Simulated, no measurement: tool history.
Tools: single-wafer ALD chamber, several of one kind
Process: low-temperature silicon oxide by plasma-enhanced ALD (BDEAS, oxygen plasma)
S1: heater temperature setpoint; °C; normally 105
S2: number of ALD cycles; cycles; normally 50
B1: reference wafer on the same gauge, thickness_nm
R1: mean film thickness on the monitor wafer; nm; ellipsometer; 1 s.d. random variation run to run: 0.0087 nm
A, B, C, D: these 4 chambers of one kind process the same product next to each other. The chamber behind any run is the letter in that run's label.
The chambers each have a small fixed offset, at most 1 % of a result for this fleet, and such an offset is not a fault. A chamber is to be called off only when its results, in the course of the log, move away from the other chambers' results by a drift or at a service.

Run 1D, hour 5.6: usual settings; B1 7.6074. Result: R1 7.1274 nm.
Run 2B, hour 9.1: usual settings; B1 7.6076. Result: R1 7.1095 nm.
Run 3A, hour 15.7: usual settings; B1 7.607. Result: R1 7.0245 nm.
Run 4C, hour 19.9: usual settings; B1 7.6048. Result: R1 7.0177 nm.
Run 5B, hour 24.5: usual settings; B1 7.6041. Result: R1 7.1112 nm.
Run 6A, hour 30.2: usual settings but S1 96 °C; B1 7.6056. Result: R1 7.1783 nm.
Run 7D, hour 33.5: usual settings but S1 96 °C; B1 7.6023. Result: R1 7.2855 nm.
Run 8C, hour 36.8: usual settings but S1 96 °C; B1 7.6044. Result: R1 7.1979 nm.
Run 9C, hour 40.7: usual settings but S1 96 °C; B1 7.6033. Result: R1 7.1873 nm.
Run 10A, hour 44.8: usual settings; B1 7.6003. Result: R1 7.0145 nm.
At hour 46.4: chamber A: thermocouple changed; heater temperature recalibrated.
Run 11D, hour 48.1: usual settings; B1 7.603. Result: R1 7.1087 nm.
Run 12B, hour 51.3: usual settings; B1 7.6018. Result: R1 7.1202 nm.
Run 13D, hour 56.9: usual settings; B1 7.6. Result: R1 7.1118 nm.
Run 14B, hour 62.9: usual settings; B1 7.5988. Result: R1 7.1114 nm.
Run 15A, hour 69.1: usual settings; B1 7.5985. Result: R1 7.0119 nm.
Run 16C, hour 72.1: usual settings; B1 7.5992. Result: R1 7.0244 nm.
Run 17A, hour 75.6: usual settings; B1 7.5972. Result: R1 7.0138 nm.
Run 18B, hour 79: usual settings; B1 7.5966. Result: R1 7.1155 nm.
Run 19D, hour 85.2: usual settings; B1 7.5953. Result: R1 7.1251 nm.
Run 20C, hour 88.4: usual settings; B1 7.5938. Result: R1 7.0162 nm.
Run 21B, hour 91.4: usual settings; B1 7.5946. Result: R1 7.1185 nm.
Run 22A, hour 97.8: usual settings; B1 7.595. Result: R1 7.0114 nm.
Run 23D, hour 104.5: usual settings; B1 7.5929. Result: R1 7.1024 nm.
Run 24C, hour 111: usual settings; B1 7.5925. Result: R1 7.0049 nm.
Run 25B, hour 116.9: usual settings; B1 7.591. Result: R1 7.0956 nm.
Run 26C, hour 122.7: usual settings; B1 7.5876. Result: R1 7.0269 nm.
Run 27D, hour 127.3: usual settings but S1 91 °C, S2 57 cycles; B1 7.5893. Result: R1 8.4329 nm.
Run 28A, hour 130.3: usual settings but S1 91 °C, S2 57 cycles; B1 7.5849. Result: R1 8.2978 nm.
Run 29A, hour 134.5: usual settings but S1 91 °C, S2 57 cycles; B1 7.5856. Result: R1 8.3263 nm.
Run 30D, hour 139.9: usual settings but S1 91 °C, S2 57 cycles; B1 7.588. Result: R1 8.4448 nm.
Run 31B, hour 144.9: usual settings; B1 7.5861. Result: R1 7.0983 nm.
Run 32C, hour 151.6: usual settings but S1 110 °C, S2 46 cycles; B1 7.5862. Result: R1 6.3982 nm.
Run 33D, hour 157.2: usual settings but S1 110 °C, S2 46 cycles; B1 7.5826. Result: R1 6.4645 nm.
Run 34A, hour 163.7: usual settings but S1 110 °C, S2 46 cycles; B1 7.5811. Result: R1 6.3814 nm.
At hour 168: chamber B: thermocouple changed; heater temperature recalibrated.
Run 35C, hour 168.8: usual settings but S1 110 °C, S2 46 cycles; B1 7.5832. Result: R1 6.3825 nm.
Run 36B, hour 175.8: usual settings; B1 7.5787. Result: R1 7.1094 nm.
Run 37A, hour 182.6: usual settings; B1 7.5773. Result: R1 6.9775 nm.
Run 38D, hour 186.9: usual settings; B1 7.5774. Result: R1 7.096 nm.
Run 39C, hour 191.5: usual settings; B1 7.5761. Result: R1 7.0009 nm.
Run 40B, hour 195: usual settings; B1 7.576. Result: R1 7.0934 nm.
Run 41B, hour 200.6: usual settings but S2 56 cycles; B1 7.5738. Result: R1 7.941 nm.
Run 42C, hour 206.2: usual settings but S2 56 cycles; B1 7.5749. Result: R1 7.8406 nm.
Run 43D, hour 212.6: usual settings but S2 56 cycles; B1 7.5726. Result: R1 7.9433 nm.

Which is it: a chamber that has drifted or been left off by a service, a gauge drift common to all chambers, or only each chamber's usual small offset? If a chamber is off, name it and its likeliest cause.

It is the gauge, not a chamber: its drift shows up in every chamber's results at once, and no chamber is off.
Likeliest cause: gauge reads low (%) = 0.501.
